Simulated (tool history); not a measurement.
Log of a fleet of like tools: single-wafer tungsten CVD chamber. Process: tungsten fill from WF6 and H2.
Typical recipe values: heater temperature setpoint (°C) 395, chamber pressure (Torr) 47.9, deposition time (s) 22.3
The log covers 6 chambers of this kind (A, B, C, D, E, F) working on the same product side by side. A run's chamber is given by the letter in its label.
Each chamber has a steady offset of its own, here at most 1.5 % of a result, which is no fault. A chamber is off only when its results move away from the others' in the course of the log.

run     day  heater temperature setpoint (°C)  chamber pressure (Torr)  deposition time (s)  hours since the last thermocouple change  hours since the last manometer calibration  read-back reference wafer on the same gauge, thickness_nm  mean film thickness on the monitor wafer (angstrom)
 1D   0.225                               395                     47.9                 22.3                                    1300.2                                       244.5                                                      79.06                                                744.6
 2F   0.529                               395                     47.9                 22.3                                     157.6                                      1887.5                                                     78.956                                               727.54
 3C   0.846                               395                     47.9                 22.3                                      60.8                                       863.4                                                     78.915                                               736.06
 4E   1.217                               395                     47.9                 22.3                                     681.7                                       336.6                                                     78.991                                               737.01
 5A   1.629                               395                     47.9                 22.3                                    1879.9                                       455.3                                                     79.029                                               722.32
 6B   2.008                               395                     47.9                 22.3                                     706.4                                       562.3                                                     78.964                                               732.15
 7D   2.329                               395                     47.9                 22.3                                    1350.7                                         295                                                     79.088                                               739.84
 8A   2.792                               395                     47.9                 22.3                                    1907.8                                       483.2                                                     79.021                                               731.02
 9C   3.054                               395                     47.9                 22.3                                     113.8                                       916.4                                                     78.987                                               729.94
10E     3.4                               395                     47.9                 22.3                                     734.1                                         389                                                     79.028                                               739.44
11F   3.812                               395                     47.9                 22.3                                     236.4                                      1966.3                                                      78.94                                               731.29
12B   4.112                               395                     47.9                 22.3                                     756.9                                       612.8                                                     79.103                                               730.07
13C   4.379                               382                     40.2                 22.3                                     145.6                                       948.2                                                     78.956                                               525.17
14F   4.729                               382                     40.2                 22.3                                     258.4                                      1988.3                                                     79.009                                               524.29
15B   5.146                               382                     40.2                 22.3                                     781.7                                       637.6                                                     78.972                                               518.28
16E   5.512                               382                     40.2                 22.3                                     784.8                                       439.7                                                     79.093                                               530.63
17A   5.788                               382                     40.2                 22.3                                    1979.7                                       555.1                                                      78.98                                                522.3
18D   6.262                               382                     40.2                 22.3                                    1445.1                                       389.4                                                      78.97                                               532.31
19A   6.629                               395                     47.9                 22.3                                    1999.9                                       575.3                                                     79.013                                               724.46
20F   6.896                               395                     47.9                 22.3                                     310.4                                      2040.3                                                     79.016                                               732.79
21B   7.354                               395                     47.9                 22.3                                     834.7                                       690.6                                                     78.961                                               731.74
22C   7.633                               395                     47.9                 22.3                                     223.7                                      1026.3                                                     79.011                                               733.74
23E   7.929                               395                     47.9                 22.3                                     842.8                                       497.7                                                     79.019                                               747.08
24D   8.262                               395                     47.9                 22.3                                    1493.1                                       437.4                                                     78.975                                               744.35
      8.346  -- chamber D: thermocouple changed; heater temperature recalibrated
25D   8.738                               395                     47.9                 22.3                                       9.4                                       448.8                                                     78.961                                               743.83
26E   9.083                               395                     47.9                 22.3                                     870.5                                       525.4                                                      78.94                                               750.48
27C   9.462                               395                     47.9                 22.3                                     267.6                                      1070.2                                                     78.946                                               733.77
28A   9.842                               408                     47.9                 22.3                                      2077                                       652.4                                                     79.028                                               916.13
29B  10.329                               408                     47.9                 22.3                                     906.1                                         762                                                     79.039                                               922.09
30F  10.688                               408                     47.9                 22.3                                     401.4                                      2131.3                                                     78.976                                               931.93
31D  11.104                               408                     47.9                 22.3                                      66.2                                       505.6                                                     78.984                                               937.42
32E  11.517                               408                     47.9                 22.3                                     928.9                                       583.8                                                     78.999                                               959.43
33C  11.746                               408                     47.9                 22.3                                     322.4                                        1125                                                     79.071                                               929.41
34F  12.092                               395                     47.9                 22.3                                     435.1                                        2165                                                     78.958                                               731.96
35B  12.471                               395                     47.9                 22.3                                     957.5                                       813.4                                                     79.029                                               730.53
36A  12.921                               395                     47.9                 22.3                                    2150.9                                       726.3                                                     79.019                                               725.28
37E  13.442                               395                     47.9                 22.3                                     975.1                                         630                                                     79.076                                               759.05
38A  13.829                               395                     47.9                 22.3                                    2172.7                                       748.1                                                     78.986                                               726.85
39F  14.221                               395                     47.9                 25.2                                     486.2                                      2216.1                                                     79.027                                               833.26
40D  14.554                               395                     47.9                 25.2                                       149                                       588.4                                                     78.972                                               833.29
41C  14.971                               395                     47.9                 25.2                                     399.8                                      1202.4                                                     78.971                                               825.28

Has any chamber moved away from the others, gradually or after a service, or does the common gauge drift, or do the chambers differ only by their own small steady offsets? State the chamber and the most likely cause if one applies.

Chamber E drifts away from the others.
Most likely cause: wafer temperature above the value expected at the setpoint (K) = 2.22.
From this log alone, it may not be told apart from: true pressure above the setpoint (%).

Here are 4 candidates for chamber E's next run, each the usual settings with a change, their results left as question marks. Which one brings its results back in line with what the others give on the usual settings?
Counts as in line when no further than this from what the other chambers average on the usual settings: mean film thickness on the monitor wafer (angstrom) 9.1
42E-1  15.342                               395                     47.3                 21.9                                                                                                                                                                                                     ?
42E-2  15.342                               395                     47.9                 21.3                                                                                                                                                                                                     ?
42E-3  15.342                               395                     48.5                 22.7                                                                                                                                                                                                     ?
42E-4  15.342                               395                     47.9                 23.3                                                                                                                                                                                                     ?

What the other chambers average on the usual settings: mean film thickness on the monitor wafer (angstrom) 732.37
  run  mean film thickness on the monitor wafer (angstrom)
42E-1                                               747.77
42E-2                                               731.39
42E-3                                               784.13
42E-4                                               800.38
42E-2 brings the chamber back in line.

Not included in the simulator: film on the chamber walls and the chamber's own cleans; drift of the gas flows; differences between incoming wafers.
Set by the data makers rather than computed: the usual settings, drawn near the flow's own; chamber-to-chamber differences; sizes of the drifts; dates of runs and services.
